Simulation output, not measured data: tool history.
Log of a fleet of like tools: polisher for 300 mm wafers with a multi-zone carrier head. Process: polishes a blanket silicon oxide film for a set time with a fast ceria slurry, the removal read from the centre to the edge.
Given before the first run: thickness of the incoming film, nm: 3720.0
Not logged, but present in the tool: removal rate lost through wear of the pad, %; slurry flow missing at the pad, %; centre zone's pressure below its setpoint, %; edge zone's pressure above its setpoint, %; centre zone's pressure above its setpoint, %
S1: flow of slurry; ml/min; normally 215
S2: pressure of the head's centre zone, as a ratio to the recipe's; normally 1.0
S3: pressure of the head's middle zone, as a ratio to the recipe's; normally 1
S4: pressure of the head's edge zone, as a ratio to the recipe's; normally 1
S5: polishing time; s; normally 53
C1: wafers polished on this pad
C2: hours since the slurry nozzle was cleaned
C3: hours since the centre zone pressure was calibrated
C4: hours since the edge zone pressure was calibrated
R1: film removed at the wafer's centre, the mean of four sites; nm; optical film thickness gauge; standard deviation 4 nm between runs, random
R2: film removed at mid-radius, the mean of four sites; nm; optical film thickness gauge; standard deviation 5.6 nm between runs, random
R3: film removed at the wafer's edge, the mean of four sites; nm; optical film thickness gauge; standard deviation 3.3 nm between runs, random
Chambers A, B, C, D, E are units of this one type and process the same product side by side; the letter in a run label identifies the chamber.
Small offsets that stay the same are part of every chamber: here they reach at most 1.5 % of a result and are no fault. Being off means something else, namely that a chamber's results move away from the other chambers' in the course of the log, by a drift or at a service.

-- hour=0.1 chamber B: worn pad replaced by a new one
run 1B hour=4.8 | S1=215 S2=1.0 S3=1 S4=1 S5=53 | C1=38 C2=76.2 C3=263.6 C4=254.3 | R1=532.06 R2=548.86 R3=545.76
run 2D hour=9.5 | S1=215 S2=1.0 S3=1 S4=1 S5=53 | C1=544 C2=388.2 C3=475.7 C4=543.7 | R1=532.90 R2=536.04 R3=548.93
run 3C hour=13.2 | S1=215 S2=1.0 S3=1 S4=1 S5=53 | C1=715 C2=288.0 C3=576.7 C4=181.6 | R1=550.73 R2=548.96 R3=545.21
run 4A hour=17.7 | S1=215 S2=1.0 S3=1 S4=1 S5=53 | C1=261 C2=117.4 C3=480.6 C4=107.0 | R1=534.60 R2=549.12 R3=541.90
run 5E hour=20.8 | S1=215 S2=1.0 S3=1 S4=1 S5=53 | C1=1246 C2=273.1 C3=644.6 C4=175.4 | R1=543.59 R2=545.46 R3=541.35
run 6B hour=24.5 | S1=215 S2=1.0 S3=1 S4=1 S5=53 | C1=197 C2=95.9 C3=283.3 C4=274.0 | R1=538.69 R2=540.51 R3=549.55
run 7C hour=29.2 | S1=215 S2=1.0 S3=1 S4=1 S5=53 | C1=844 C2=304.0 C3=592.7 C4=197.6 | R1=546.78 R2=535.75 R3=535.79
run 8D hour=32.8 | S1=215 S2=1.0 S3=1 S4=1 S5=53 | C1=732 C2=411.5 C3=499.0 C4=567.0 | R1=538.60 R2=541.77 R3=549.67
run 9E hour=37.5 | S1=215 S2=1.0 S3=1 S4=1 S5=53 | C1=1381 C2=289.8 C3=661.3 C4=192.1 | R1=542.21 R2=541.35 R3=542.83
run 10A hour=40.4 | S1=215 S2=1.0 S3=1 S4=1 S5=53 | C1=444 C2=140.1 C3=503.3 C4=129.7 | R1=543.30 R2=547.13 R3=539.69
run 11B hour=44.2 | S1=215 S2=1.0 S3=1 S4=1 S5=53 | C1=356 C2=115.6 C3=303.0 C4=293.7 | R1=541.84 R2=542.00 R3=547.98
run 12E hour=49.0 | S1=215 S2=1.0 S3=1 S4=1 S5=53 | C1=1474 C2=301.3 C3=672.8 C4=203.6 | R1=532.20 R2=546.13 R3=544.50
run 13D hour=52.6 | S1=215 S2=1.0 S3=1 S4=1 S5=53 | C1=891 C2=431.3 C3=518.8 C4=586.8 | R1=541.87 R2=539.37 R3=550.15
-- hour=52.8 chamber C: worn pad replaced by a new one
-- hour=54.7 chamber B: centre zone pressure recalibrated
run 14A hour=56.1 | S1=215 S2=1.0 S3=1 S4=1 S5=53 | C1=571 C2=155.8 C3=519.0 C4=145.4 | R1=536.57 R2=536.21 R3=538.24
-- hour=56.2 chamber E: worn pad replaced by a new one
run 15C hour=61.1 | S1=215 S2=1.0 S3=1 S4=1 S5=53 | C1=67 C2=335.9 C3=624.6 C4=229.5 | R1=539.58 R2=532.61 R3=536.48
run 16D hour=64.9 | S1=215 S2=1.0 S3=1 S4=1 S5=53 | C1=991 C2=443.6 C3=531.1 C4=599.1 | R1=542.30 R2=536.29 R3=552.89
run 17B hour=68.0 | S1=240 S2=1.0 S3=1 S4=1 S5=44 | C1=548 C2=139.4 C3=13.4 C4=317.5 | R1=451.75 R2=459.28 R3=459.20
run 18E hour=70.5 | S1=240 S2=1.0 S3=1 S4=1 S5=44 | C1=116 C2=322.8 C3=694.3 C4=225.1 | R1=452.88 R2=455.50 R3=452.25
run 19A hour=74.1 | S1=240 S2=1.0 S3=1 S4=1 S5=44 | C1=716 C2=173.8 C3=537.0 C4=163.4 | R1=452.46 R2=456.49 R3=455.76
run 20C hour=77.0 | S1=240 S2=1.0 S3=1 S4=1 S5=44 | C1=195 C2=351.8 C3=640.5 C4=245.4 | R1=451.10 R2=437.98 R3=447.44
run 21E hour=79.7 | S1=240 S2=1.0 S3=1 S4=1 S5=44 | C1=190 C2=332.0 C3=703.5 C4=234.3 | R1=451.52 R2=456.58 R3=459.57
run 22C hour=82.9 | S1=215 S2=1.0 S3=1 S4=1 S5=53 | C1=243 C2=357.7 C3=646.4 C4=251.3 | R1=536.84 R2=529.80 R3=527.38
run 23A hour=86.6 | S1=215 S2=1.0 S3=1 S4=1 S5=53 | C1=817 C2=186.3 C3=549.5 C4=175.9 | R1=541.23 R2=547.33 R3=533.62
run 24B hour=89.0 | S1=215 S2=1.0 S3=1 S4=1 S5=53 | C1=717 C2=160.4 C3=34.4 C4=338.5 | R1=534.89 R2=540.40 R3=548.40
run 25D hour=93.4 | S1=215 S2=1.0 S3=1 S4=1 S5=53 | C1=1221 C2=472.1 C3=559.6 C4=627.6 | R1=539.35 R2=540.18 R3=542.73
run 26B hour=96.5 | S1=215 S2=1.0 S3=1 S4=1 S5=53 | C1=778 C2=167.9 C3=41.9 C4=346.0 | R1=539.01 R2=533.52 R3=550.62
run 27C hour=100.4 | S1=215 S2=1.0 S3=1 S4=1 S5=53 | C1=384 C2=375.2 C3=663.9 C4=268.8 | R1=518.04 R2=514.31 R3=525.16
run 28D hour=102.6 | S1=215 S2=1.0 S3=1 S4=1 S5=53 | C1=1295 C2=481.3 C3=568.8 C4=636.8 | R1=542.45 R2=532.21 R3=550.59
run 29E hour=105.5 | S1=215 S2=1.0 S3=1 S4=1 S5=53 | C1=398 C2=357.8 C3=729.3 C4=260.1 | R1=537.19 R2=543.55 R3=536.22
run 30A hour=109.9 | S1=215 S2=0.9 S3=1 S4=1 S5=53 | C1=1005 C2=209.6 C3=572.8 C4=199.2 | R1=483.82 R2=544.45 R3=542.95
-- hour=111.1 chamber A: worn pad replaced by a new one
run 31A hour=112.9 | S1=215 S2=0.9 S3=1 S4=1 S5=53 | C1=14 C2=212.6 C3=575.8 C4=202.2 | R1=480.23 R2=546.68 R3=547.18
run 32B hour=116.7 | S1=215 S2=0.9 S3=1 S4=1 S5=53 | C1=941 C2=188.1 C3=62.1 C4=366.2 | R1=477.51 R2=547.98 R3=549.17
run 33D hour=119.7 | S1=215 S2=0.9 S3=1 S4=1 S5=53 | C1=1433 C2=498.4 C3=585.9 C4=653.9 | R1=485.02 R2=539.52 R3=546.24
run 34E hour=123.9 | S1=215 S2=0.9 S3=1 S4=1 S5=53 | C1=546 C2=376.2 C3=747.7 C4=278.5 | R1=481.98 R2=547.02 R3=544.40
run 35C hour=126.2 | S1=215 S2=1.0 S3=1 S4=1 S5=53 | C1=592 C2=401.0 C3=689.7 C4=294.6 | R1=516.49 R2=510.11 R3=514.66
run 36B hour=130.6 | S1=215 S2=1.0 S3=1 S4=1 S5=53 | C1=1053 C2=202.0 C3=76.0 C4=380.1 | R1=534.90 R2=546.11 R3=542.36
run 37C hour=133.0 | S1=215 S2=1.0 S3=1 S4=1 S5=53 | C1=647 C2=407.8 C3=696.5 C4=301.4 | R1=510.76 R2=507.11 R3=516.95

What goes on in this fleet: one chamber off, a drifting gauge, or nothing beyond the chambers' own small offsets? Name the chamber and the cause, if any.

Chamber C drifts away from the others.
Cause: slurry flow missing at the pad, % = 35.4.

Here are 4 candidates for chamber C's next run, each the usual settings with a change, their results left as question marks. Which one brings its results back in line with what the others give on the usual settings?
Counts as in line when no further than this from what the other chambers average on the usual settings: R1 14.00 nm; R2 19.00 nm; R3 11.00 nm
run 38C-1 hour=136.5 | S1=220 S2=1.0 S3=1.01 S4=1 S5=56 | R1=? R2=? R3=?
run 38C-2 hour=136.5 | S1=220 S2=1.0 S3=1.01 S4=1 S5=59 | R1=? R2=? R3=?
run 38C-3 hour=136.5 | S1=210 S2=1.0 S3=0.99 S4=1 S5=50 | R1=? R2=? R3=?
run 38C-4 hour=136.5 | S1=210 S2=1.0 S3=0.99 S4=1 S5=48 | R1=? R2=? R3=?

What the other chambers average on the usual settings: R1 540.92 nm; R2 542.67 nm; R3 545.69 nm
run=38C-1 R1=537.17 R2=547.79 R3=543.60
run=38C-2 R1=565.95 R2=577.13 R3=572.72
run=38C-3 R1=474.53 R2=475.65 R3=482.32
run=38C-4 R1=455.55 R2=456.63 R3=463.03
It is 38C-1 that realigns the chamber with its peers.

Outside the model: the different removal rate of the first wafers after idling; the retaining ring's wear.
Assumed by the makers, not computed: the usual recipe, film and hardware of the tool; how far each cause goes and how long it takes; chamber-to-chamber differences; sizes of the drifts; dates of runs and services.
